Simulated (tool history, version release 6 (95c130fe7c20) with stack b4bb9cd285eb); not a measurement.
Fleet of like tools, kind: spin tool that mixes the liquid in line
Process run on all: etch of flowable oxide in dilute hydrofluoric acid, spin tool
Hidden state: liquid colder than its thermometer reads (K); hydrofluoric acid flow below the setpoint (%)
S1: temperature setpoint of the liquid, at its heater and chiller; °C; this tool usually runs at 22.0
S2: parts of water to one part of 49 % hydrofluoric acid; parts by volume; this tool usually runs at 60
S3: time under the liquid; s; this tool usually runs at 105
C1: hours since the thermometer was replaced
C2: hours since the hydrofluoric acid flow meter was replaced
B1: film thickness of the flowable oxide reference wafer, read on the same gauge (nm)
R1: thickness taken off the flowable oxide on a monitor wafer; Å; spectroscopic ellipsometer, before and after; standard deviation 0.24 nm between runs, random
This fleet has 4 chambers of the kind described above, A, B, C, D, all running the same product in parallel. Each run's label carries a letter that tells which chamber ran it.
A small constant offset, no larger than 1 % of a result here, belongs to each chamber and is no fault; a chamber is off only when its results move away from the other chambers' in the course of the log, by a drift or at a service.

{"run": "1A", "hour": 3.6, "S1": 22.0, "S2": 60, "S3": 105, "C1": 802.8, "C2": 244.8, "B1": 70.024, "R1": 585.0}
{"run": "2D", "hour": 7.5, "S1": 22.0, "S2": 60, "S3": 105, "C1": 25.9, "C2": 137.3, "B1": 70.03, "R1": 580.9}
{"run": "3B", "hour": 13.0, "S1": 22.0, "S2": 60, "S3": 105, "C1": 1961.8, "C2": 372.0, "B1": 70.003, "R1": 580.3}
{"run": "4C", "hour": 17.9, "S1": 22.0, "S2": 60, "S3": 105, "C1": 51.9, "C2": 658.3, "B1": 70.002, "R1": 581.35}
{"run": "5B", "hour": 21.4, "S1": 22.0, "S2": 60, "S3": 105, "C1": 1970.2, "C2": 380.4, "B1": 70.016, "R1": 583.63}
{"run": "6D", "hour": 24.6, "S1": 22.0, "S2": 60, "S3": 105, "C1": 43.0, "C2": 154.4, "B1": 70.041, "R1": 582.54}
{"run": "7C", "hour": 30.2, "S1": 26.0, "S2": 60, "S3": 40, "C1": 64.2, "C2": 670.6, "B1": 70.023, "R1": 261.45}
{"run": "8A", "hour": 33.6, "S1": 26.0, "S2": 60, "S3": 40, "C1": 832.8, "C2": 274.8, "B1": 70.019, "R1": 262.78}
{"run": "9D", "hour": 39.2, "S1": 26.0, "S2": 60, "S3": 40, "C1": 57.6, "C2": 169.0, "B1": 70.004, "R1": 259.9}
{"run": "10C", "hour": 45.3, "S1": 26.0, "S2": 60, "S3": 40, "C1": 79.3, "C2": 685.7, "B1": 70.041, "R1": 259.92}
{"run": "11A", "hour": 51.4, "S1": 22.0, "S2": 60, "S3": 105, "C1": 850.6, "C2": 292.6, "B1": 70.004, "R1": 587.1}
{"run": "12B", "hour": 56.6, "S1": 22.0, "S2": 60, "S3": 105, "C1": 2005.4, "C2": 415.6, "B1": 70.001, "R1": 585.12}
{"run": "13B", "hour": 63.2, "S1": 22.0, "S2": 60, "S3": 105, "C1": 2012.0, "C2": 422.2, "B1": 69.987, "R1": 579.84}
{"run": "14C", "hour": 69.0, "S1": 22.0, "S2": 70, "S3": 165, "C1": 103.0, "C2": 709.4, "B1": 70.014, "R1": 768.36}
{"run": "15D", "hour": 72.5, "S1": 22.0, "S2": 70, "S3": 165, "C1": 90.9, "C2": 202.3, "B1": 70.034, "R1": 775.92}
{"run": "16A", "hour": 77.6, "S1": 22.0, "S2": 70, "S3": 165, "C1": 876.8, "C2": 318.8, "B1": 70.028, "R1": 777.49}
{"run": "17C", "hour": 81.6, "S1": 22.0, "S2": 70, "S3": 165, "C1": 115.6, "C2": 722.0, "B1": 70.004, "R1": 772.73}
{"run": "18B", "hour": 88.2, "S1": 22.0, "S2": 60, "S3": 105, "C1": 2037.0, "C2": 447.2, "B1": 70.042, "R1": 585.14}
{"run": "19A", "hour": 92.0, "S1": 22.0, "S2": 60, "S3": 105, "C1": 891.2, "C2": 333.2, "B1": 70.005, "R1": 580.32}
{"run": "20D", "hour": 96.0, "S1": 22.0, "S2": 60, "S3": 105, "C1": 114.4, "C2": 225.8, "B1": 70.003, "R1": 581.87}
{"run": "21D", "hour": 102.2, "S1": 22.0, "S2": 60, "S3": 105, "C1": 120.6, "C2": 232.0, "B1": 69.968, "R1": 583.92}
{"run": "22C", "hour": 106.7, "S1": 22.0, "S2": 60, "S3": 105, "C1": 140.7, "C2": 747.1, "B1": 69.973, "R1": 582.29}
{"run": "23B", "hour": 112.2, "S1": 22.0, "S2": 60, "S3": 105, "C1": 2061.0, "C2": 471.2, "B1": 70.019, "R1": 581.93}
{"run": "24A", "hour": 115.6, "S1": 22.0, "S2": 60, "S3": 105, "C1": 914.8, "C2": 356.8, "B1": 70.009, "R1": 583.98}
{"run": "25D", "hour": 120.7, "S1": 18.5, "S2": 80, "S3": 105, "C1": 139.1, "C2": 250.5, "B1": 70.009, "R1": 367.08}
{"run": "26A", "hour": 127.1, "S1": 18.5, "S2": 80, "S3": 105, "C1": 926.3, "C2": 368.3, "B1": 70.036, "R1": 375.84}
{"run": "27B", "hour": 130.5, "S1": 18.5, "S2": 80, "S3": 105, "C1": 2079.3, "C2": 489.5, "B1": 70.007, "R1": 366.75}
{"run": "28C", "hour": 137.0, "S1": 18.5, "S2": 80, "S3": 105, "C1": 171.0, "C2": 777.4, "B1": 69.987, "R1": 366.16}
{"run": "29D", "hour": 140.3, "S1": 22.0, "S2": 60, "S3": 105, "C1": 158.7, "C2": 270.1, "B1": 69.961, "R1": 585.13}
{"run": "30A", "hour": 143.7, "S1": 22.0, "S2": 60, "S3": 105, "C1": 942.9, "C2": 384.9, "B1": 70.017, "R1": 582.42}
{"run": "31C", "hour": 146.9, "S1": 25.0, "S2": 60, "S3": 80, "C1": 180.9, "C2": 787.3, "B1": 69.992, "R1": 501.93}
{"run": "32B", "hour": 152.6, "S1": 25.0, "S2": 60, "S3": 80, "C1": 2101.4, "C2": 511.6, "B1": 69.989, "R1": 505.58}
{"run": "33A", "hour": 157.4, "S1": 25.0, "S2": 60, "S3": 80, "C1": 956.6, "C2": 398.6, "B1": 70.004, "R1": 504.76}
{"run": "34B", "hour": 162.6, "S1": 25.0, "S2": 60, "S3": 80, "C1": 2111.4, "C2": 521.6, "B1": 70.024, "R1": 499.97}
{"run": "35C", "hour": 167.7, "S1": 22.0, "S2": 60, "S3": 105, "C1": 201.7, "C2": 808.1, "B1": 69.986, "R1": 579.63}

One chamber off, gauge drift, or nothing amiss beyond the chambers' own small offsets? If it is a chamber, which one, and what is the likeliest cause?

Nothing is wrong: each chamber keeps only its own small, steady offset and the gauge holds still.
